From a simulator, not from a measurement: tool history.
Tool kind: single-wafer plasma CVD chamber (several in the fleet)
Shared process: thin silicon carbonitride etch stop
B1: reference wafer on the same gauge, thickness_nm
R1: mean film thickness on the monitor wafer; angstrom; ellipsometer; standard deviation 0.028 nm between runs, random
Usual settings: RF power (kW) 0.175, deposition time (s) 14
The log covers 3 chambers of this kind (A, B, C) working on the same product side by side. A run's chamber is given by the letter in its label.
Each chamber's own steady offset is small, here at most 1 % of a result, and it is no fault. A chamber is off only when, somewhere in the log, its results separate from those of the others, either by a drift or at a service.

{"run": "1B", "hour": 9.6, "RF power (kW)": 0.175, "deposition time (s)": 14, "B1": 6.5301, "R1": 77.332}
{"run": "2C", "hour": 21.7, "RF power (kW)": 0.175, "deposition time (s)": 14, "B1": 6.5322, "R1": 77.285}
{"run": "3A", "hour": 38.2, "RF power (kW)": 0.175, "deposition time (s)": 14, "B1": 6.5249, "R1": 77.153}
{"run": "4B", "hour": 50.2, "RF power (kW)": 0.175, "deposition time (s)": 14, "B1": 6.5298, "R1": 77.072}
{"run": "5C", "hour": 62.9, "RF power (kW)": 0.175, "deposition time (s)": 14, "B1": 6.5302, "R1": 77.028}
{"run": "6A", "hour": 74.1, "RF power (kW)": 0.175, "deposition time (s)": 14, "B1": 6.5344, "R1": 77.118}
{"run": "7C", "hour": 81.8, "RF power (kW)": 0.175, "deposition time (s)": 14, "B1": 6.5313, "R1": 77.098}
{"run": "8A", "hour": 93.9, "RF power (kW)": 0.175, "deposition time (s)": 14, "B1": 6.5328, "R1": 76.42}
{"run": "9B", "hour": 107.7, "RF power (kW)": 0.175, "deposition time (s)": 14, "B1": 6.5295, "R1": 77.62}
{"run": "10C", "hour": 120.3, "RF power (kW)": 0.175, "deposition time (s)": 16.6, "B1": 6.5306, "R1": 91.013}
{"run": "11B", "hour": 128.3, "RF power (kW)": 0.175, "deposition time (s)": 16.6, "B1": 6.5222, "R1": 91.27}
{"run": "12A", "hour": 139.5, "RF power (kW)": 0.175, "deposition time (s)": 16.6, "B1": 6.5212, "R1": 91.538}
{"run": "13C", "hour": 154.7, "RF power (kW)": 0.175, "deposition time (s)": 14, "B1": 6.5287, "R1": 77.204}
{"run": "14A", "hour": 166.6, "RF power (kW)": 0.175, "deposition time (s)": 14, "B1": 6.5259, "R1": 76.722}
{"run": "15B", "hour": 176.1, "RF power (kW)": 0.175, "deposition time (s)": 14, "B1": 6.5295, "R1": 77.305}
{"run": "16B", "hour": 188.8, "RF power (kW)": 0.175, "deposition time (s)": 14, "B1": 6.5332, "R1": 77.716}
{"run": "17A", "hour": 205.1, "RF power (kW)": 0.195, "deposition time (s)": 15, "B1": 6.5349, "R1": 85.635}
{"run": "18C", "hour": 219.1, "RF power (kW)": 0.195, "deposition time (s)": 15, "B1": 6.5339, "R1": 85.264}
{"run": "19A", "hour": 226.5, "RF power (kW)": 0.195, "deposition time (s)": 15, "B1": 6.5288, "R1": 85.59}
{"run": "20C", "hour": 243.1, "RF power (kW)": 0.175, "deposition time (s)": 14, "B1": 6.5314, "R1": 76.922}
{"run": "21B", "hour": 257.9, "RF power (kW)": 0.175, "deposition time (s)": 14, "B1": 6.5326, "R1": 76.88}
{"run": "22C", "hour": 270.8, "RF power (kW)": 0.175, "deposition time (s)": 14, "B1": 6.5272, "R1": 76.61}
{"run": "23A", "hour": 281.5, "RF power (kW)": 0.175, "deposition time (s)": 14, "B1": 6.5261, "R1": 76.997}
{"run": "24B", "hour": 297.7, "RF power (kW)": 0.175, "deposition time (s)": 14, "B1": 6.5265, "R1": 77.416}
{"run": "25B", "hour": 313.1, "RF power (kW)": 0.2, "deposition time (s)": 16, "B1": 6.53, "R1": 91.271}
{"run": "26A", "hour": 327.6, "RF power (kW)": 0.2, "deposition time (s)": 16, "B1": 6.5298, "R1": 91.24}
{"run": "27C", "hour": 336.5, "RF power (kW)": 0.2, "deposition time (s)": 16, "B1": 6.5313, "R1": 90.981}
{"run": "28B", "hour": 346.3, "RF power (kW)": 0.175, "deposition time (s)": 14, "B1": 6.5289, "R1": 77.64}
{"run": "29C", "hour": 358.2, "RF power (kW)": 0.175, "deposition time (s)": 14, "B1": 6.5313, "R1": 77.231}
{"run": "30A", "hour": 372.5, "RF power (kW)": 0.175, "deposition time (s)": 14, "B1": 6.5309, "R1": 76.847}
{"run": "31A", "hour": 380.5, "RF power (kW)": 0.175, "deposition time (s)": 14, "B1": 6.5263, "R1": 77.213}
{"run": "32C", "hour": 391.1, "RF power (kW)": 0.175, "deposition time (s)": 14, "B1": 6.5312, "R1": 76.575}
{"hour": 394.6, "done": "chamber A: RF generator calibrated"}
{"run": "33B", "hour": 402.1, "RF power (kW)": 0.175, "deposition time (s)": 14, "B1": 6.5282, "R1": 77.36}
{"run": "34B", "hour": 413.4, "RF power (kW)": 0.175, "deposition time (s)": 14, "B1": 6.5283, "R1": 78.03}
{"run": "35A", "hour": 430.0, "RF power (kW)": 0.175, "deposition time (s)": 14, "B1": 6.5295, "R1": 77.257}
{"run": "36C", "hour": 438.3, "RF power (kW)": 0.175, "deposition time (s)": 14, "B1": 6.5303, "R1": 77.013}
{"run": "37B", "hour": 448.4, "RF power (kW)": 0.175, "deposition time (s)": 14, "B1": 6.5323, "R1": 77.047}
{"run": "38C", "hour": 459.3, "RF power (kW)": 0.175, "deposition time (s)": 11.6, "B1": 6.5284, "R1": 63.529}

Next, every chamber runs the same settings. What will each give?
{"run": "39A", "hour": 471.3, "RF power (kW)": 0.16, "deposition time (s)": 14, "R1": "?"}
{"run": "39B", "hour": 471.3, "RF power (kW)": 0.16, "deposition time (s)": 14, "R1": "?"}
{"run": "39C", "hour": 471.3, "RF power (kW)": 0.16, "deposition time (s)": 14, "R1": "?"}

run=39A R1=75.259
run=39B R1=74.808
run=39C R1=74.592

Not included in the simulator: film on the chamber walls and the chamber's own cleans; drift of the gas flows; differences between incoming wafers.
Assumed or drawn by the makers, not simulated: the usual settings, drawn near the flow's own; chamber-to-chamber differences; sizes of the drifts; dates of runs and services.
